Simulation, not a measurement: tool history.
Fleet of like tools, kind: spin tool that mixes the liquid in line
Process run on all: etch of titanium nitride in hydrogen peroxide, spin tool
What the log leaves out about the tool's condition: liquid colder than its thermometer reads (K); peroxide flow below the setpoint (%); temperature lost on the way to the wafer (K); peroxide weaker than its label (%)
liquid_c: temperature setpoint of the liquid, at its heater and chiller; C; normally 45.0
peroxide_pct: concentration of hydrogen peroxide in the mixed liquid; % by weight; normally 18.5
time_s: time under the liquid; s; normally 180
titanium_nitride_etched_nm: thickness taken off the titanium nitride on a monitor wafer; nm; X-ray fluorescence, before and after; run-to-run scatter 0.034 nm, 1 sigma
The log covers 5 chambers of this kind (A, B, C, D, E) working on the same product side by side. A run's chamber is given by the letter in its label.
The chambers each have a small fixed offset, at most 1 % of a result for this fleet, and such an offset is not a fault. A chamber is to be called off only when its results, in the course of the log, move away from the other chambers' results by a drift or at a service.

run   hour  liquid_c  peroxide_pct  time_s  hours since the thermometer was replaced  hours since the peroxide flow meter was replaced  hours since the heated supply line was repaired  hours since the drum of peroxide was connected  read-back film thickness of the titanium nitride reference wafer, read on the same gauge (nm)  titanium_nitride_etched_nm
 1B    5.6      45.0          18.5     180                                     137.9                                              17.0                                            420.1                                           250.4                                                                                         109.97                      4.4664
 2A   12.6      45.0          18.5     180                                    2513.1                                             286.1                                            285.8                                           866.7                                                                                         109.97                      4.3621
 3E   16.0      45.0          18.5     180                                     254.0                                             235.3                                           1228.2                                           264.6                                                                                         110.00                      4.3833
      17.3  -- chamber C: heated supply line repaired
 4C   22.6      45.0          18.5     180                                     184.5                                             420.3                                              5.4                                           180.0                                                                                         110.01                      4.3987
 5D   27.4      45.0          18.5     180                                     230.7                                             629.5                                            199.9                                           148.2                                                                                         110.03                      4.3604
 6D   34.4      45.0          18.5     180                                     237.7                                             636.5                                            206.9                                           155.2                                                                                         110.05                      4.4307
 7C   41.3      45.0          18.5     180                                     203.2                                             439.0                                             24.1                                           198.7                                                                                         110.01                      4.3240
 8A   47.1      45.0          18.5     180                                    2547.6                                             320.6                                            320.3                                           901.2                                                                                         110.01                      4.3347
 9B   51.7      45.0          18.5     180                                     184.0                                              63.1                                            466.2                                           296.5                                                                                         109.99                      4.4304
10E   58.4      38.5          18.5     225                                     296.4                                             277.7                                           1270.6                                           307.0                                                                                         110.01                      3.3429
11D   64.8      38.5          18.5     225                                     268.1                                             666.9                                            237.3                                           185.6                                                                                         110.00                      3.3268
12C   71.1      38.5          18.5     225                                     233.0                                             468.8                                             53.9                                           228.5                                                                                         110.03                      3.3205
13E   77.3      38.5          18.5     225                                     315.3                                             296.6                                           1289.5                                           325.9                                                                                         110.00                      3.4087
14A   83.9      38.5          18.5     225                                    2584.4                                             357.4                                            357.1                                           938.0                                                                                         109.97                      3.2630
15B   89.9      45.0          18.5     180                                     222.2                                             101.3                                            504.4                                           334.7                                                                                         110.02                      4.4149
16D   96.5      45.0          18.5     180                                     299.8                                             698.6                                            269.0                                           217.3                                                                                         109.95                      4.3343
17A  101.5      45.0          18.5     180                                    2602.0                                             375.0                                            374.7                                           955.6                                                                                         109.98                      4.4056
18B  107.5      45.0          18.5     180                                     239.8                                             118.9                                            522.0                                           352.3                                                                                         110.01                      4.5050
19E  113.4      45.0          15.5     180                                     351.4                                             332.7                                           1325.6                                           362.0                                                                                         109.98                      4.2435
20C  118.9      45.0          15.5     180                                     280.8                                             516.6                                            101.7                                           276.3                                                                                         110.00                      4.2082
21C  124.6      45.0          15.5     180                                     286.5                                             522.3                                            107.4                                           282.0                                                                                         110.03                      4.2347
22A  128.8      45.0          15.5     180                                    2629.3                                             402.3                                            402.0                                           982.9                                                                                         110.01                      4.2290
23D  135.2      45.0          15.5     180                                     338.5                                             737.3                                            307.7                                           256.0                                                                                         110.01                      4.2319
     140.2  -- chamber A: new drum of peroxide connected
24E  141.9      45.0          18.5     180                                     379.9                                             361.2                                           1354.1                                           390.5                                                                                         110.01                      4.4576
25B  146.1      45.0          18.5     180                                     278.4                                             157.5                                            560.6                                           390.9                                                                                         109.99                      4.4413
26B  153.1      45.0          18.5     180                                     285.4                                             164.5                                            567.6                                           397.9                                                                                         109.99                      4.4559
27D  156.4      45.0          18.5     180                                     359.7                                             758.5                                            328.9                                           277.2                                                                                         110.00                      4.4281
28A  161.7      45.0          18.5     180                                    2662.2                                             435.2                                            434.9                                            21.5                                                                                         110.05                      4.3683
29E  165.6      45.0          18.5     180                                     403.6                                             384.9                                           1377.8                                           414.2                                                                                         110.02                      4.4337
30C  170.1      45.0          18.5     180                                     332.0                                             567.8                                            152.9                                           327.5                                                                                         110.00                      4.3659
31A  176.8      45.0          18.5     180                                    2677.3                                             450.3                                            450.0                                            36.6                                                                                         110.01                      4.3893
32E  180.2      37.5          21.5     180                                     418.2                                             399.5                                           1392.4                                           428.8                                                                                         110.05                      2.5657
     182.2  -- chamber E: new drum of peroxide connected
33C  184.2      37.5          21.5     180                                     346.1                                             581.9                                            167.0                                           341.6                                                                                         109.99                      2.5045
34D  188.2      37.5          21.5     180                                     391.5                                             790.3                                            360.7                                           309.0                                                                                         109.98                      2.5512
35B  192.4      37.5          21.5     180                                     324.7                                             203.8                                            606.9                                           437.2                                                                                         110.00                      2.6310
36B  198.2      37.5          21.5     180                                     330.5                                             209.6                                            612.7                                           443.0                                                                                         110.00                      2.5839
37D  203.5      45.0          18.5     180                                     406.8                                             805.6                                            376.0                                           324.3                                                                                         109.98                      4.3981
38A  208.0      45.0          18.5     180                                    2708.5                                             481.5                                            481.2                                            67.8                                                                                         109.98                      4.3687
39E  213.3      45.0          18.5     180                                     451.3                                             432.6                                           1425.5                                            31.2                                                                                         109.95                      4.4361
40C  218.1      45.0          18.5     180                                     380.0                                             615.8                                            200.9                                           375.5                                                                                         110.01                      4.3825
41B  224.5      45.0          18.5     180                                     356.8                                             235.9                                            639.0                                           469.3                                                                                         110.00                      4.4401
42E  228.3      45.0          18.5     180                                     466.3                                             447.6                                           1440.5                                            46.2                                                                                         110.00                      4.4717
43D  233.6      45.0          18.5     180                                     436.9                                             835.7                                            406.1                                           354.4                                                                                         109.97                      4.3770
44C  239.3      45.0          18.5     180                                     401.2                                             637.0                                            222.1                                           396.7                                                                                         110.05                      4.4107

Each of the 5 chambers runs these same settings next. Fill in every chamber's results:
45A  244.4      45.0          18.5     180                                                                                                                                                                                                                                                                                                                       ?
45B  244.4      45.0          18.5     180                                                                                                                                                                                                                                                                                                                       ?
45C  244.4      45.0          18.5     180                                                                                                                                                                                                                                                                                                                       ?
45D  244.4      45.0          18.5     180                                                                                                                                                                                                                                                                                                                       ?
45E  244.4      45.0          18.5     180                                                                                                                                                                                                                                                                                                                       ?

run  titanium_nitride_etched_nm
45A                      4.4120
45B                      4.4701
45C                      4.4031
45D                      4.3394
45E                      4.4278
